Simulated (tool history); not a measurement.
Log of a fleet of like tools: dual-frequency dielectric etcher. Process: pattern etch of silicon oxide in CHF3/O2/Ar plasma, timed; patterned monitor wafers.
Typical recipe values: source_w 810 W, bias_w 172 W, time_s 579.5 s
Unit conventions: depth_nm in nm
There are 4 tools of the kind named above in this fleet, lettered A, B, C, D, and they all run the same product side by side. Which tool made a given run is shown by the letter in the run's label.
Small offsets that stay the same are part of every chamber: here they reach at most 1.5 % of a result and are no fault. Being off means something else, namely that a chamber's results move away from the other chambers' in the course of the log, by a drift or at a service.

run,hour,source_w,bias_w,time_s,hours since the last wet clean,hours since the last source power generator calibration,hours since the last bias power generator calibration,"read-back reference wafer on the same gauge, depth_nm",depth_nm
1D,7.2,810,172,579.5,345.6,616.8,2236,1229.1,1267
2B,10.6,810,172,579.5,268.5,799.9,238,1230.5,1261.1
3A,18,810,172,579.5,48.8,637.6,2349.4,1230.2,1270.9
4C,24.1,810,172,579.5,403.1,1556.8,1125.9,1229.7,1251.3
5D,28.2,810,172,579.5,366.6,637.8,2257,1230,1269.4
6A,34.1,810,172,579.5,64.9,653.7,2365.5,1229.7,1275.4
7B,39.4,810,172,579.5,297.3,828.7,266.8,1230.1,1257.2
8C,43.2,810,172,579.5,422.2,1575.9,1145,1230.2,1250.9
9D,47,810,172,579.5,385.4,656.6,2275.8,1229.7,1267.6
10B,50.6,810,172,579.5,308.5,839.9,278,1230,1259.5
# hour 55: chamber C: wet clean of the chamber
11C,55.9,810,172,579.5,0.9,1588.6,1157.7,1230,1247.9
12A,62.4,810,172,579.5,93.2,682,2393.8,1229.6,1277.7
13D,68.7,810,172,579.5,407.1,678.3,2297.5,1229.3,1266.7
14B,73.9,810,172,579.5,331.8,863.2,301.3,1229.9,1254.1
15C,78.8,810,172,579.5,23.8,1611.5,1180.6,1230.1,1254.5
16A,82.5,810,172,579.5,113.3,702.1,2413.9,1230.6,1271.3
17A,86.1,810,172,579.5,116.9,705.7,2417.5,1229.3,1267.3
18C,92.8,810,172,579.5,37.8,1625.5,1194.6,1229.6,1245.5
19D,97.6,810,206,414,436,707.2,2326.4,1230.2,960.72
20B,103.7,810,206,414,361.6,893,331.1,1229.3,954.95
21D,109.5,810,206,414,447.9,719.1,2338.3,1230.3,959.47
22B,114.1,810,206,414,372,903.4,341.5,1229.8,955.55
23A,120.2,810,172,579.5,151,739.8,2451.6,1229.7,1271.2
24C,126.9,810,172,579.5,71.9,1659.6,1228.7,1230.1,1242.6
25B,133.6,810,172,579.5,391.5,922.9,361,1230,1260.1
26C,136.9,740,207,579.5,81.9,1669.6,1238.7,1230.4,1277.4
27D,142.6,740,207,579.5,481,752.2,2371.4,1230.6,1305.2
28A,149.5,740,207,579.5,180.3,769.1,2480.9,1230.6,1311.6
29D,156,740,207,579.5,494.4,765.6,2384.8,1229.6,1300.2
30C,162.4,810,172,579.5,107.4,1695.1,1264.2,1229.6,1236.1
31B,168.4,810,172,579.5,426.3,957.7,395.8,1230.2,1257.2
32A,172.1,810,172,579.5,202.9,791.7,2503.5,1230.3,1270.5
33C,177,810,172,579.5,122,1709.7,1278.8,1230.4,1238.1
34D,181,810,172,579.5,519.4,790.6,2409.8,1229.9,1264.8
35A,186.9,810,172,579.5,217.7,806.5,2518.3,1229.8,1269.5
36B,190.2,810,172,579.5,448.1,979.5,417.6,1229.8,1256.7
37C,196,810,172,579.5,141,1728.7,1297.8,1230.1,1234.5
38D,200.5,810,172,579.5,538.9,810.1,2429.3,1230.1,1272.2
39B,204.7,650,152,579.5,462.6,994,432.1,1229.8,1111.7
40A,210.6,650,152,579.5,241.4,830.2,2542,1230.1,1122.3
41D,214.1,650,152,579.5,552.5,823.7,2442.9,1229.9,1121.7

The same settings go to every chamber for the next run, one line per chamber below. Forecast the results for each:
42A,219.6,810,196,579.5,,,,,?
42B,219.6,810,196,579.5,,,,,?
42C,219.6,810,196,579.5,,,,,?
42D,219.6,810,196,579.5,,,,,?

run,depth_nm
42A,1328.3
42B,1310.5
42C,1281.4
42D,1322.9
